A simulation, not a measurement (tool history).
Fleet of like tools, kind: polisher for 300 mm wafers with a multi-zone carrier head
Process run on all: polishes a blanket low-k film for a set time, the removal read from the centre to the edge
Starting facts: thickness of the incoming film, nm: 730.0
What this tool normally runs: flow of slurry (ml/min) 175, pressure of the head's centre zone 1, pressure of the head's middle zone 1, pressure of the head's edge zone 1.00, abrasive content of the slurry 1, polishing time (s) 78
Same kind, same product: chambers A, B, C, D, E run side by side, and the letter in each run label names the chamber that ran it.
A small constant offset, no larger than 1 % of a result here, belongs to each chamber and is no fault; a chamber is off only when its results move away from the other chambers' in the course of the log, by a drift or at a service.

| run | hour | flow of slurry (ml/min) | pressure of the head's centre zone | pressure of the head's middle zone | pressure of the head's edge zone | abrasive content of the slurry | polishing time (s) | film removed at the wafer's centre (nm) | film removed at mid-radius (nm) | film removed at the wafer's edge (nm) |
|---|---|---|---|---|---|---|---|---|---|---|
| 1C | 5.5 | 175 | 1 | 1 | 1.00 | 1 | 78 | 26.437 | 26.890 | 26.064 |
| 2E | 8.5 | 175 | 1 | 1 | 1.00 | 1 | 78 | 25.450 | 25.318 | 26.320 |
|  | 11.3 | chamber C: worn pad replaced by a new one |
| 3B | 13.3 | 175 | 1 | 1 | 1.00 | 1 | 78 | 26.447 | 26.159 | 26.405 |
| 4D | 19.1 | 175 | 1 | 1 | 1.00 | 1 | 78 | 26.232 | 26.313 | 26.742 |
|  | 20.0 | chamber B: worn pad replaced by a new one |
| 5A | 24.2 | 175 | 1 | 1 | 1.00 | 1 | 78 | 25.648 | 26.442 | 26.175 |
| 6C | 30.6 | 175 | 1 | 1 | 1.00 | 1 | 78 | 26.304 | 26.159 | 26.161 |
|  | 34.5 | chamber D: edge zone pressure recalibrated |
| 7A | 36.3 | 175 | 1 | 1 | 1.00 | 1 | 60 | 20.033 | 20.369 | 20.140 |
| 8D | 42.1 | 175 | 1 | 1 | 1.00 | 1 | 60 | 20.781 | 19.940 | 20.186 |
|  | 45.0 | chamber E: worn pad replaced by a new one |
| 9B | 46.9 | 175 | 1 | 1 | 1.00 | 1 | 60 | 20.311 | 20.402 | 20.015 |
| 10E | 52.6 | 175 | 1 | 1 | 1.00 | 1 | 60 | 20.207 | 20.244 | 19.554 |
| 11C | 55.8 | 175 | 1 | 1 | 1.00 | 1 | 60 | 20.733 | 20.418 | 20.225 |
|  | 57.5 | chamber D: worn pad replaced by a new one |
|  | 58.1 | chamber A: worn pad replaced by a new one |
| 12B | 58.8 | 175 | 1 | 1 | 1.00 | 1 | 78 | 26.838 | 26.480 | 26.449 |
| 13D | 65.3 | 175 | 1 | 1 | 1.00 | 1 | 78 | 25.839 | 26.065 | 26.446 |
| 14E | 71.0 | 175 | 1 | 1 | 1.00 | 1 | 78 | 26.239 | 25.968 | 25.753 |
| 15A | 77.6 | 175 | 1 | 1 | 1.00 | 1 | 78 | 26.481 | 26.280 | 26.312 |
| 16B | 83.4 | 175 | 1 | 1 | 1.00 | 1 | 78 | 26.905 | 26.508 | 26.525 |
|  | 87.3 | chamber C: worn pad replaced by a new one |
|  | 87.9 | chamber C: slurry nozzle cleaned |
| 17A | 89.8 | 175 | 1 | 1 | 1.00 | 1 | 78 | 25.645 | 26.698 | 26.637 |
| 18C | 93.4 | 175 | 1 | 1 | 1.00 | 1 | 78 | 26.773 | 26.183 | 26.154 |
|  | 96.3 | chamber A: centre zone pressure recalibrated |
| 19D | 97.3 | 175 | 1 | 1 | 1.00 | 1 | 78 | 26.471 | 26.535 | 26.413 |
| 20E | 100.4 | 175 | 1 | 1 | 1.00 | 1 | 78 | 25.901 | 26.155 | 25.989 |
|  | 106.6 | chamber B: worn pad replaced by a new one |
|  | 106.7 | chamber E: worn pad replaced by a new one |
| 21E | 106.9 | 175 | 1 | 1 | 1.00 | 1 | 78 | 25.464 | 25.650 | 25.640 |
| 22B | 112.6 | 175 | 1 | 1 | 1.00 | 1 | 78 | 26.953 | 26.221 | 26.722 |
| 23D | 117.1 | 175 | 1 | 1 | 1.00 | 1 | 78 | 26.069 | 26.291 | 26.263 |
| 24C | 120.0 | 175 | 1 | 1 | 1.00 | 1 | 78 | 26.309 | 26.437 | 26.112 |
| 25A | 123.0 | 175 | 1 | 1 | 1.00 | 1 | 78 | 26.312 | 26.178 | 26.277 |
|  | 127.6 | chamber D: worn pad replaced by a new one |
| 26C | 128.8 | 175 | 1 | 1 | 1.00 | 1 | 78 | 25.977 | 26.383 | 26.021 |
| 27A | 132.4 | 175 | 1 | 1 | 1.00 | 1 | 78 | 25.951 | 25.996 | 25.909 |
| 28E | 136.2 | 175 | 1 | 1 | 1.00 | 1 | 78 | 25.093 | 25.977 | 25.965 |
| 29D | 139.9 | 175 | 1 | 1 | 1.00 | 1 | 78 | 26.641 | 26.269 | 26.802 |
| 30B | 145.5 | 175 | 1 | 1 | 1.00 | 1 | 78 | 26.590 | 25.603 | 25.990 |
|  | 147.9 | chamber A: worn pad replaced by a new one |
| 31D | 150.9 | 175 | 1 | 1 | 1.00 | 1 | 78 | 25.730 | 26.677 | 26.009 |
|  | 153.0 | chamber C: worn pad replaced by a new one |
| 32E | 156.5 | 175 | 1 | 1 | 1.00 | 1 | 78 | 25.184 | 25.954 | 25.861 |
| 33A | 161.9 | 175 | 1 | 1 | 1.00 | 1 | 78 | 26.147 | 26.694 | 27.049 |
| 34B | 165.9 | 175 | 1 | 1 | 1.00 | 1 | 78 | 26.571 | 26.137 | 26.589 |
|  | 169.9 | chamber E: worn pad replaced by a new one |
| 35C | 170.3 | 175 | 1 | 1 | 1.00 | 1 | 78 | 26.160 | 25.901 | 26.509 |
| 36E | 173.8 | 175 | 1 | 1 | 1.00 | 1 | 78 | 24.650 | 25.560 | 25.441 |
| 37B | 176.9 | 140 | 1 | 1 | 0.94 | 1 | 78 | 25.140 | 24.912 | 24.751 |
| 38C | 182.8 | 140 | 1 | 1 | 0.94 | 1 | 78 | 25.443 | 26.010 | 24.990 |
| 39D | 187.2 | 140 | 1 | 1 | 0.94 | 1 | 78 | 25.032 | 25.345 | 24.970 |
| 40A | 191.3 | 140 | 1 | 1 | 0.94 | 1 | 78 | 25.117 | 25.046 | 24.471 |
| 41D | 194.7 | 140 | 1 | 1 | 0.94 | 1 | 78 | 24.657 | 24.754 | 24.583 |
| 42C | 200.3 | 175 | 1 | 1 | 1.00 | 1 | 78 | 26.897 | 26.825 | 26.037 |

Is one chamber out of step, is the gauge drifting, or do the chambers differ by no more than their own small offsets? For an off chamber, give its letter and the likeliest cause.

Chamber E drifts away from the others.
Cause: centre zone's pressure below its setpoint, % = 7.4.

Below are 4 candidate recipes for chamber E's next run, each the usual settings with a change, their results shown as question marks. Which of them brings E's results back in line with what the other chambers give on the usual settings?
To be in line, a result may differ from the other chambers' mean on the usual settings by at most: film removed at the wafer's centre (nm) 1.100; film removed at mid-radius (nm) 1.400; film removed at the wafer's edge (nm) 0.860
| 43E-1 | 205.2 | 170 | 0.94 | 1.01 | 1.02 | 1 | 77 | ? | ? | ? |
| 43E-2 | 205.2 | 180 | 1.06 | 0.99 | 0.98 | 1 | 79 | ? | ? | ? |
| 43E-3 | 205.2 | 165 | 0.89 | 1.02 | 1.04 | 1 | 75 | ? | ? | ? |
| 43E-4 | 205.2 | 185 | 1.11 | 0.98 | 0.96 | 1 | 81 | ? | ? | ? |

The mean the other chambers reach with the usual settings: film removed at the wafer's centre (nm) 26.267; film removed at mid-radius (nm) 26.325; film removed at the wafer's edge (nm) 26.359
| run | film removed at the wafer's centre (nm) | film removed at mid-radius (nm) | film removed at the wafer's edge (nm) |
|---|---|---|---|
| 43E-1 | 22.041 | 26.046 | 25.971 |
| 43E-2 | 26.064 | 26.492 | 26.294 |
| 43E-3 | 20.095 | 25.463 | 25.452 |
| 43E-4 | 28.234 | 27.033 | 26.768 |
The right change is 43E-2: it brings the chamber back within the allowed miss of the others.
